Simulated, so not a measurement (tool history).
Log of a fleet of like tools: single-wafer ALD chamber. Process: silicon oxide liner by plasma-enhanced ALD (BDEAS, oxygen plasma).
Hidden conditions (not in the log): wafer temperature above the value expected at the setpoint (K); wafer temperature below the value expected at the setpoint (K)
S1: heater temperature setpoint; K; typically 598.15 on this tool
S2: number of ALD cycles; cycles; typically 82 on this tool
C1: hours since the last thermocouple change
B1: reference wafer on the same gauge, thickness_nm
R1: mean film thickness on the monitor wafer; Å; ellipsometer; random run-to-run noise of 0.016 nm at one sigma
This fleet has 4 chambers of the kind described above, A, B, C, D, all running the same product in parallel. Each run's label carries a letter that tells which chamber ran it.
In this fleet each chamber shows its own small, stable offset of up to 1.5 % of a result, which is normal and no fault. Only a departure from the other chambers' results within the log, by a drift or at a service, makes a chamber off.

run 1C hour=8.1 | S1=598.15 S2=82 | C1=854.6 | B1=6.5101 | R1=74.101
run 2B hour=16.8 | S1=598.15 S2=82 | C1=1016.3 | B1=6.5087 | R1=73.27
run 3D hour=23.5 | S1=598.15 S2=82 | C1=1349.9 | B1=6.5115 | R1=73.554
run 4A hour=30.6 | S1=598.15 S2=82 | C1=2032.4 | B1=6.5115 | R1=72.482
run 5B hour=38.3 | S1=598.15 S2=82 | C1=1037.8 | B1=6.5091 | R1=73.049
run 6A hour=47.1 | S1=598.15 S2=82 | C1=2048.9 | B1=6.5085 | R1=72.521
run 7D hour=52.2 | S1=598.15 S2=82 | C1=1378.6 | B1=6.5088 | R1=73.748
run 8C hour=61 | S1=598.15 S2=82 | C1=907.5 | B1=6.5079 | R1=73.932
run 9D hour=71 | S1=598.15 S2=82 | C1=1397.4 | B1=6.5121 | R1=73.55
run 10B hour=81.3 | S1=598.15 S2=82 | C1=1080.8 | B1=6.5125 | R1=72.926
run 11A hour=88.8 | S1=598.15 S2=82 | C1=2090.6 | B1=6.5078 | R1=72.466
run 12C hour=98.6 | S1=605.15 S2=82 | C1=945.1 | B1=6.5123 | R1=73.264
run 13D hour=103.2 | S1=605.15 S2=82 | C1=1429.6 | B1=6.5104 | R1=72.637
run 14B hour=112.8 | S1=605.15 S2=82 | C1=1112.3 | B1=6.5078 | R1=72.581
run 15C hour=118.2 | S1=605.15 S2=82 | C1=964.7 | B1=6.5143 | R1=73.086
run 16A hour=124 | S1=598.15 S2=82 | C1=2125.8 | B1=6.5092 | R1=72.724
run 17A hour=129.4 | S1=607.15 S2=82 | C1=2131.2 | B1=6.5109 | R1=71.614
run 18B hour=134.4 | S1=607.15 S2=82 | C1=1133.9 | B1=6.5079 | R1=72.447
run 19C hour=142.7 | S1=607.15 S2=82 | C1=989.2 | B1=6.5083 | R1=73.123
run 20D hour=151.2 | S1=607.15 S2=82 | C1=1477.6 | B1=6.5089 | R1=72.699
run 21B hour=156.6 | S1=598.15 S2=82 | C1=1156.1 | B1=6.5091 | R1=73.089
run 22C hour=161.6 | S1=598.15 S2=82 | C1=1008.1 | B1=6.5075 | R1=73.609
run 23A hour=168.1 | S1=598.15 S2=82 | C1=2169.9 | B1=6.5091 | R1=72.628
run 24D hour=174.3 | S1=598.15 S2=82 | C1=1500.7 | B1=6.5079 | R1=73.484
run 25A hour=181.8 | S1=598.15 S2=82 | C1=2183.6 | B1=6.5108 | R1=72.697
run 26C hour=186.8 | S1=611.15 S2=82 | C1=1033.3 | B1=6.5096 | R1=72.413
run 27B hour=192.2 | S1=611.15 S2=82 | C1=1191.7 | B1=6.509 | R1=71.842
run 28D hour=200.7 | S1=611.15 S2=82 | C1=1527.1 | B1=6.5121 | R1=71.82
run 29A hour=205.2 | S1=611.15 S2=82 | C1=2207 | B1=6.5094 | R1=71.018
run 30B hour=211.1 | S1=598.15 S2=82 | C1=1210.6 | B1=6.5088 | R1=72.879
run 31C hour=216.7 | S1=598.15 S2=82 | C1=1063.2 | B1=6.5113 | R1=73.794
run 32D hour=221.2 | S1=598.15 S2=82 | C1=1547.6 | B1=6.5103 | R1=73.573
run 33C hour=229.4 | S1=612.15 S2=95 | C1=1075.9 | B1=6.5086 | R1=84.061
run 34D hour=235.6 | S1=612.15 S2=95 | C1=1562 | B1=6.5102 | R1=83.432
run 35B hour=241.6 | S1=612.15 S2=95 | C1=1241.1 | B1=6.5092 | R1=82.817

For the next run the whole fleet of 4 chambers uses the same settings. Give each chamber's results:
run 36A hour=249 | S1=590.15 S2=82 | R1=?
run 36B hour=249 | S1=590.15 S2=82 | R1=?
run 36C hour=249 | S1=590.15 S2=82 | R1=?
run 36D hour=249 | S1=590.15 S2=82 | R1=?

run=36A R1=73.37
run=36B R1=74.095
run=36C R1=75.072
run=36D R1=74.306

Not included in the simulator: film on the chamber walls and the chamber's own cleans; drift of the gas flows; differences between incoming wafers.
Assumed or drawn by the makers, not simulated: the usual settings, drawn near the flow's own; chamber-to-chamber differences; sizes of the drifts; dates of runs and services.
